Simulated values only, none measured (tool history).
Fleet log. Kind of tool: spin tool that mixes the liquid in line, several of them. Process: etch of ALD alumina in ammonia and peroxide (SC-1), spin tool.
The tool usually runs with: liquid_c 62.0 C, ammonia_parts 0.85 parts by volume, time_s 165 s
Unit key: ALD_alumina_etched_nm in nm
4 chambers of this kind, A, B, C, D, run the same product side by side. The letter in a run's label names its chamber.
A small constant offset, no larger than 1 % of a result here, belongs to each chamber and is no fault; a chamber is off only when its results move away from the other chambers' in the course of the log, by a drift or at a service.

run   hour  liquid_c  ammonia_parts  time_s  read-back film thickness of the ALD alumina reference wafer, read on the same gauge (nm)  ALD_alumina_etched_nm
 1B    4.0      62.0           0.85     165                                                                                    90.005                 25.722
 2D    7.5      62.0           0.85     165                                                                                    90.022                 25.574
 3C   10.7      62.0           0.85     165                                                                                    90.006                 25.814
 4A   15.1      62.0           0.85     165                                                                                    90.012                 25.351
 5C   18.4      67.0           0.85     225                                                                                    90.020                 45.010
 6A   21.6      67.0           0.85     225                                                                                    90.027                 44.486
 7D   25.2      67.0           0.85     225                                                                                    89.997                 44.396
 8B   28.0      67.0           0.85     225                                                                                    89.996                 44.657
 9C   31.1      62.0           0.85     165                                                                                    89.961                 25.710
10B   35.1      62.0           0.85     165                                                                                    89.995                 25.240
11D   38.3      62.0           0.85     165                                                                                    90.008                 25.541
12A   41.0      62.0           0.85     165                                                                                    90.010                 25.276
13A   44.1      62.0           0.85     165                                                                                    90.018                 25.197
14D   47.9      62.0           0.85     165                                                                                    90.009                 25.774
15B   50.7      62.0           0.85     165                                                                                    90.008                 26.012
16C   54.3      62.0           0.85     165                                                                                    90.010                 25.615
17D   57.7      62.0           0.85     165                                                                                    90.015                 25.381
18A   61.4      62.0           0.85     165                                                                                    90.029                 25.558
19C   64.9      62.0           0.85     200                                                                                    89.978                 31.127
20B   68.5      62.0           0.85     200                                                                                    89.979                 31.446
21B   71.3      62.0           0.85     200                                                                                    89.996                 31.027
      71.4  -- chamber C: ammonia flow meter replaced
22C   75.7      62.0           0.85     200                                                                                    89.972                 31.493
23D   78.6      62.0           0.85     165                                                                                    89.992                 24.254
      80.5  -- chamber C: new drum of ammonia solution connected
24A   80.8      62.0           0.85     165                                                                                    90.004                 25.451
25D   84.2      62.0           0.85     165                                                                                    89.961                 24.405
26C   87.3      62.0           0.85     165                                                                                    89.949                 25.979
27A   89.8      62.0           0.85     165                                                                                    90.017                 25.656
28B   93.7      62.0           0.85     165                                                                                    90.006                 25.838
29C   96.0      62.0           0.85     165                                                                                    89.947                 25.602
30D   98.3      62.0           0.85     165                                                                                    89.998                 24.068
31B  101.0      62.0           0.85     165                                                                                    89.962                 25.697
     103.6  -- chamber A: ammonia flow meter replaced
32A  104.0      62.0           0.85     165                                                                                    89.951                 25.697
33A  107.6      62.0           0.85     165                                                                                    89.956                 25.669
34D  111.0      62.0           0.85     165                                                                                    89.992                 23.405
35B  114.3      62.0           0.85     165                                                                                    90.009                 25.833
36C  116.9      62.0           1.20     165                                                                                    90.007                 26.824
37C  121.1      62.0           1.20     165                                                                                    89.961                 26.025
38D  123.8      62.0           1.20     165                                                                                    89.988                 23.986

All chambers now run identical settings, listed one chamber a line with results as question marks. What results will each chamber show?
39A  127.1      52.5           0.85     165                                                                                                                ?
39B  127.1      52.5           0.85     165                                                                                                                ?
39C  127.1      52.5           0.85     165                                                                                                                ?
39D  127.1      52.5           0.85     165                                                                                                                ?

run  ALD_alumina_etched_nm
39A                 15.487
39B                 15.540
39C                 15.700
39D                 13.860
